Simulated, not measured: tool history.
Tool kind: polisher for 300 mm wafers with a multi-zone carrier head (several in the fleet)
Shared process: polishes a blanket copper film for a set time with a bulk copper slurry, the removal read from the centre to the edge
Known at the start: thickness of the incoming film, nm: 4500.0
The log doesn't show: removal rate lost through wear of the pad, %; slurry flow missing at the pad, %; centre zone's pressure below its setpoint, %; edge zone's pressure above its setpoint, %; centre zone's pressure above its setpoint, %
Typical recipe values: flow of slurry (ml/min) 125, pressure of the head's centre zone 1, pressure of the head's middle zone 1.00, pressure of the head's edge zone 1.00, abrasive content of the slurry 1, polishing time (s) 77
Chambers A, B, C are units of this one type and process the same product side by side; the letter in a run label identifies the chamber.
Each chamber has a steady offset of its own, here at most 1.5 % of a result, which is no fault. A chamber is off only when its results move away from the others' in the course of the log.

run   hour  flow of slurry (ml/min)  pressure of the head's centre zone  pressure of the head's middle zone  pressure of the head's edge zone  abrasive content of the slurry  polishing time (s)  wafers polished on this pad  hours since the slurry nozzle was cleaned  hours since the centre zone pressure was calibrated  hours since the edge zone pressure was calibrated  film removed at the wafer's centre (nm)  film removed at mid-radius (nm)  film removed at the wafer's edge (nm)
 1B    6.1                      125                                   1                                1.00                              1.00                               1                  77                          618                                      132.0                                                482.5                                              256.5                                  1033.60                          1029.90                                 1021.3
 2A   13.9                      125                                   1                                1.00                              1.00                               1                  77                          254                                      263.1                                                321.8                                               95.1                                  1038.90                          1023.50                                 1028.0
      20.2  -- chamber C: slurry nozzle cleaned
 3C   20.2                      125                                   1                                1.00                              1.00                               1                  77                          810                                        0.0                                                728.9                                              277.5                                  1024.40                          1045.30                                 1047.4
      24.5  -- chamber C: worn pad replaced by a new one
 4A   27.0                      125                                   1                                1.00                              1.00                               1                  77                          335                                      276.2                                                334.9                                              108.2                                  1039.00                          1047.90                                 1028.5
 5C   32.6                      125                                   1                                1.00                              1.00                               1                  77                           50                                       12.4                                                741.3                                              289.9                                  1012.60                          1041.10                                 1051.6
 6B   42.1                      125                                   1                                1.00                              1.00                               1                  77                          841                                      168.0                                                518.5                                              292.5                                  1018.00                          1034.70                                 1039.0
 7C   48.1                      125                                   1                                1.00                              1.00                               1                  77                          146                                       27.9                                                756.8                                              305.4                                  1024.10                          1050.80                                 1043.5
      52.1  -- chamber B: worn pad replaced by a new one
 8B   54.0                      125                                   1                                1.00                              1.00                               1                  77                           12                                      179.9                                                530.4                                              304.4                                  1012.60                          1032.10                                 1020.0
 9A   64.3                      125                                   1                                1.00                              1.00                               1                  77                          566                                      313.5                                                372.2                                              145.5                                  1032.20                          1034.40                                 1014.2
10A   71.3                      125                                   1                                1.00                              1.00                               1                  77                          609                                      320.5                                                379.2                                              152.5                                  1037.40                          1053.60                                 1031.5
11B   80.1                      125                                   1                                1.00                              1.00                               1                  77                          173                                      206.0                                                556.5                                              330.5                                  1028.10                          1034.90                                 1029.1
      84.1  -- chamber A: worn pad replaced by a new one
12C   85.7                      125                                   1                                1.00                              1.00                               1                  77                          379                                       65.5                                                794.4                                              343.0                                  1029.00                          1033.00                                 1043.9
13B   91.9                      125                                   1                                1.00                              1.00                               1                  77                          246                                      217.8                                                568.3                                              342.3                                  1039.70                          1046.70                                 1049.5
14A   97.2                      125                                   1                                1.00                              1.00                               1                  77                           81                                      346.4                                                405.1                                              178.4                                  1027.40                          1044.70                                 1009.2
15C  106.2                      125                                   1                                1.00                              1.00                               1                  77                          506                                       86.0                                                814.9                                              363.5                                  1011.10                          1035.50                                 1047.2
     109.5  -- chamber B: centre zone pressure recalibrated
16B  112.7                      125                                   1                                1.00                              1.00                               1                  91                          375                                      238.6                                                  3.2                                              363.1                                  1112.00                          1225.80                                 1230.4
17A  121.3                      125                                   1                                1.00                              1.00                               1                  91                          230                                      370.5                                                429.2                                              202.5                                  1215.90                          1234.40                                 1214.5
18C  130.4                      125                                   1                                1.00                              1.00                               1                  91                          656                                      110.2                                                839.1                                              387.7                                  1213.20                          1229.70                                 1249.5
     133.1  -- chamber A: slurry nozzle cleaned
     135.9  -- chamber B: slurry nozzle cleaned
19A  139.7                      125                                   1                                1.00                              1.00                               1                  77                          344                                        6.6                                                447.6                                              220.9                                  1030.00                          1039.60                                 1025.4
20C  150.7                      125                                   1                                1.00                              1.00                               1                  77                          781                                      130.5                                                859.4                                              408.0                                  1028.80                          1034.00                                 1036.7
21B  158.0                      165                                   1                                1.00                              1.00                               1                  77                          655                                       22.1                                                 48.5                                              408.4                                  1022.90                          1105.30                                 1071.3
22A  164.3                      165                                   1                                1.00                              1.00                               1                  77                          496                                       31.2                                                472.2                                              245.5                                  1099.30                          1085.00                                 1073.2
23B  171.0                      165                                   1                                1.00                              1.00                               1                  77                          736                                       35.1                                                 61.5                                              421.4                                   990.90                          1090.60                                 1078.9
24C  176.6                      125                                   1                                1.00                              1.00                               1                  77                          942                                      156.4                                                885.3                                              433.9                                  1028.90                          1040.80                                 1048.2
     179.6  -- chamber C: worn pad replaced by a new one
25C  182.4                      125                                   1                                0.95                              1.10                               1                  77                           17                                      162.2                                                891.1                                              439.7                                  1044.60                           979.32                                 1103.2
26B  188.7                      125                                   1                                0.95                              1.10                               1                  77                          845                                       52.8                                                 79.2                                              439.1                                   943.41                           988.11                                 1079.8
27A  199.1                      125                                   1                                0.95                              1.10                               1                  77                          712                                       66.0                                                507.0                                              280.3                                  1016.90                           989.12                                 1072.9
     201.5  -- chamber A: worn pad replaced by a new one
28C  204.5                      125                                   1                                1.00                              1.04                               1                  77                          154                                      184.3                                                913.2                                              461.8                                  1042.20                          1026.80                                 1065.1
29B  213.9                      125                                   1                                1.00                              1.04                               1                  77                         1001                                       78.0                                                104.4                                              464.3                                   943.58                          1026.50                                 1052.0
     217.9  -- chamber B: worn pad replaced by a new one
30A  220.4                      125                                   1                                1.00                              1.04                               1                  77                          117                                       87.3                                                528.3                                              301.6                                  1023.60                          1041.80                                 1041.0
     224.9  -- chamber C: slurry nozzle cleaned
31A  229.1                      125                                   1                                1.00                              1.00                               1                  77                          171                                       96.0                                                537.0                                              310.3                                  1028.20                          1023.40                                 1017.8
32B  238.4                      125                                   1                                1.00                              1.00                               1                  77                          126                                      102.5                                                128.9                                              488.8                                   925.88                          1028.20                                 1027.1
33C  247.6                      125                                   1                                1.00                              1.00                               1                  77                          421                                       22.8                                                956.3                                              504.9                                  1038.60                          1033.00                                 1046.4
34A  258.1                      125                                   1                                1.00                              1.00                               1                  77                          350                                      125.0                                                566.0                                              339.3                                  1025.70                          1032.30                                 1024.6
35B  267.1                      125                                   1                                1.00                              1.00                               1                  77                          304                                      131.2                                                157.6                                              517.5                                   930.99                          1027.20                                 1031.8
36C  276.2                      125                                   1                                1.07                              1.00                               1                  77                          598                                       51.4                                                984.9                                              533.5                                  1029.90                          1095.40                                 1031.9
37A  282.6                      125                                   1                                1.07                              1.00                               1                  77                          502                                      149.5                                                590.5                                              363.8                                  1024.20                          1104.00                                 1025.2
     293.4  -- chamber A: worn pad replaced by a new one
38C  293.9                      125                                   1                                1.07                              1.00                               1                  77                          707                                       69.1                                               1002.6                                              551.2                                  1036.70                          1096.90                                 1044.7
39B  300.2                      125                                   1                                1.00                              1.00                               1                  77                          509                                      164.3                                                190.7                                              550.6                                   948.80                          1039.10                                 1042.0
40A  306.0                      125                                   1                                1.00                              1.00                               1                  77                           78                                      172.9                                                613.9                                              387.2                                  1030.30                          1019.80                                 1016.1
     311.4  -- chamber C: worn pad replaced by a new one
41C  316.4                      125                                   1                                1.00                              1.00                               1                  77                           31                                       91.6                                               1025.1                                              573.7                                  1028.80                          1036.60                                 1048.5
42B  325.1                      125                                   1                                1.00                              1.00                               1                  77                          663                                      189.2                                                215.6                                              575.5                                   935.11                          1042.20                                 1029.4

Next, every chamber runs the same settings. What will each give?
43A  333.1                      125                                   1                                1.00                              1.00                               1                  77                                                                                                                                                                                                                        ?                                ?                                      ?
43B  333.1                      125                                   1                                1.00                              1.00                               1                  77                                                                                                                                                                                                                        ?                                ?                                      ?
43C  333.1                      125                                   1                                1.00                              1.00                               1                  77                                                                                                                                                                                                                        ?                                ?                                      ?

run  film removed at the wafer's centre (nm)  film removed at mid-radius (nm)  film removed at the wafer's edge (nm)
43A                                  1026.50                          1030.20                                 1018.9
43B                                   948.81                          1024.70                                 1031.8
43C                                  1028.00                          1038.80                                 1039.8

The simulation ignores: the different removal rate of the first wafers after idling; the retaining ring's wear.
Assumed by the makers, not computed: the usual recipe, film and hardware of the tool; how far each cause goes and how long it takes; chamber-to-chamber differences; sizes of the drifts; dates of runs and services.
